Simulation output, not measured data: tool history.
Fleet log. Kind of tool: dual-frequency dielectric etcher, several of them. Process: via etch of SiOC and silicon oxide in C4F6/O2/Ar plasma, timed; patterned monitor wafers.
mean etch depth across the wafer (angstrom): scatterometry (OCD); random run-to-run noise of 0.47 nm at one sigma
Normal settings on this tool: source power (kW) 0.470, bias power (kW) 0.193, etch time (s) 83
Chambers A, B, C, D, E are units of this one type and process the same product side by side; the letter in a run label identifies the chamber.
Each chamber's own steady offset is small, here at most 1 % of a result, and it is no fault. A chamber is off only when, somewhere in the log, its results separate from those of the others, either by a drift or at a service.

| run | hour | source power (kW) | bias power (kW) | etch time (s) | read-back reference wafer on the same gauge, depth_nm | mean etch depth across the wafer (angstrom) |
|---|---|---|---|---|---|---|
| 1E | 12.4 | 0.470 | 0.193 | 83 | 84.972 | 1009.50 |
|  | 20.3 | chamber D: bias power generator calibrated |
| 2B | 25.1 | 0.470 | 0.193 | 83 | 84.966 | 1017.20 |
| 3A | 32.0 | 0.470 | 0.193 | 83 | 85.025 | 1019.80 |
| 4D | 46.1 | 0.470 | 0.193 | 83 | 85.004 | 1011.80 |
|  | 51.8 | chamber C: wet clean of the chamber |
| 5C | 59.0 | 0.540 | 0.193 | 83 | 84.848 | 1078.50 |
| 6A | 68.2 | 0.540 | 0.193 | 83 | 85.041 | 1072.80 |
| 7E | 76.6 | 0.540 | 0.193 | 83 | 85.026 | 1059.90 |
| 8D | 87.5 | 0.540 | 0.193 | 83 | 85.068 | 1077.30 |
| 9B | 99.5 | 0.540 | 0.193 | 83 | 84.939 | 1075.70 |
| 10C | 113.9 | 0.550 | 0.193 | 94 | 85.034 | 1233.50 |
| 11D | 122.6 | 0.550 | 0.193 | 94 | 85.052 | 1233.50 |
| 12A | 134.2 | 0.550 | 0.193 | 94 | 84.936 | 1224.10 |
| 13C | 148.3 | 0.550 | 0.193 | 94 | 85.061 | 1221.70 |
|  | 148.4 | chamber B: wet clean of the chamber |
| 14E | 155.4 | 0.550 | 0.193 | 94 | 84.943 | 1228.00 |
| 15B | 164.4 | 0.470 | 0.193 | 83 | 84.905 | 1026.20 |
| 16A | 172.1 | 0.580 | 0.193 | 93 | 84.960 | 1225.20 |
| 17E | 179.6 | 0.580 | 0.193 | 93 | 84.945 | 1226.80 |
| 18C | 188.8 | 0.580 | 0.193 | 93 | 85.134 | 1232.10 |
| 19B | 197.6 | 0.580 | 0.193 | 93 | 84.980 | 1235.80 |
| 20D | 209.9 | 0.580 | 0.193 | 93 | 85.022 | 1242.60 |
| 21B | 219.8 | 0.470 | 0.193 | 83 | 84.966 | 1033.60 |
| 22D | 229.1 | 0.540 | 0.237 | 83 | 85.059 | 1147.20 |
| 23E | 240.9 | 0.540 | 0.237 | 83 | 85.054 | 1143.80 |
| 24A | 251.6 | 0.540 | 0.237 | 83 | 85.001 | 1120.20 |
| 25C | 265.6 | 0.540 | 0.237 | 83 | 85.080 | 1150.40 |
| 26D | 277.8 | 0.540 | 0.237 | 83 | 85.024 | 1156.40 |
| 27B | 288.9 | 0.470 | 0.193 | 83 | 84.900 | 1025.00 |
|  | 292.3 | chamber D: wet clean of the chamber |
| 28A | 302.8 | 0.470 | 0.193 | 83 | 84.933 | 977.84 |
| 29C | 315.2 | 0.470 | 0.193 | 83 | 85.010 | 1022.70 |
| 30E | 323.5 | 0.470 | 0.193 | 83 | 84.979 | 1008.40 |
| 31E | 336.4 | 0.470 | 0.193 | 83 | 84.991 | 1010.40 |
| 32C | 347.8 | 0.470 | 0.193 | 83 | 84.971 | 1016.00 |
|  | 357.1 | chamber E: wet clean of the chamber |
| 33B | 361.9 | 0.470 | 0.193 | 83 | 84.958 | 1016.80 |
| 34A | 372.0 | 0.470 | 0.230 | 104 | 85.040 | 1277.50 |
| 35D | 383.7 | 0.470 | 0.230 | 104 | 84.943 | 1355.20 |
| 36D | 390.2 | 0.470 | 0.230 | 104 | 84.987 | 1353.70 |
| 37E | 397.3 | 0.470 | 0.230 | 104 | 85.065 | 1343.40 |
| 38A | 403.6 | 0.470 | 0.230 | 104 | 85.053 | 1283.10 |

All chambers now run identical settings, listed one chamber a line with results as question marks. What results will each chamber show?
| 39A | 413.9 | 0.470 | 0.193 | 83 |  | ? |
| 39B | 413.9 | 0.470 | 0.193 | 83 |  | ? |
| 39C | 413.9 | 0.470 | 0.193 | 83 |  | ? |
| 39D | 413.9 | 0.470 | 0.193 | 83 |  | ? |
| 39E | 413.9 | 0.470 | 0.193 | 83 |  | ? |

| run | mean etch depth across the wafer (angstrom) |
|---|---|
| 39A | 964.99 |
| 39B | 1020.60 |
| 39C | 1016.40 |
| 39D | 1023.20 |
| 39E | 1014.40 |
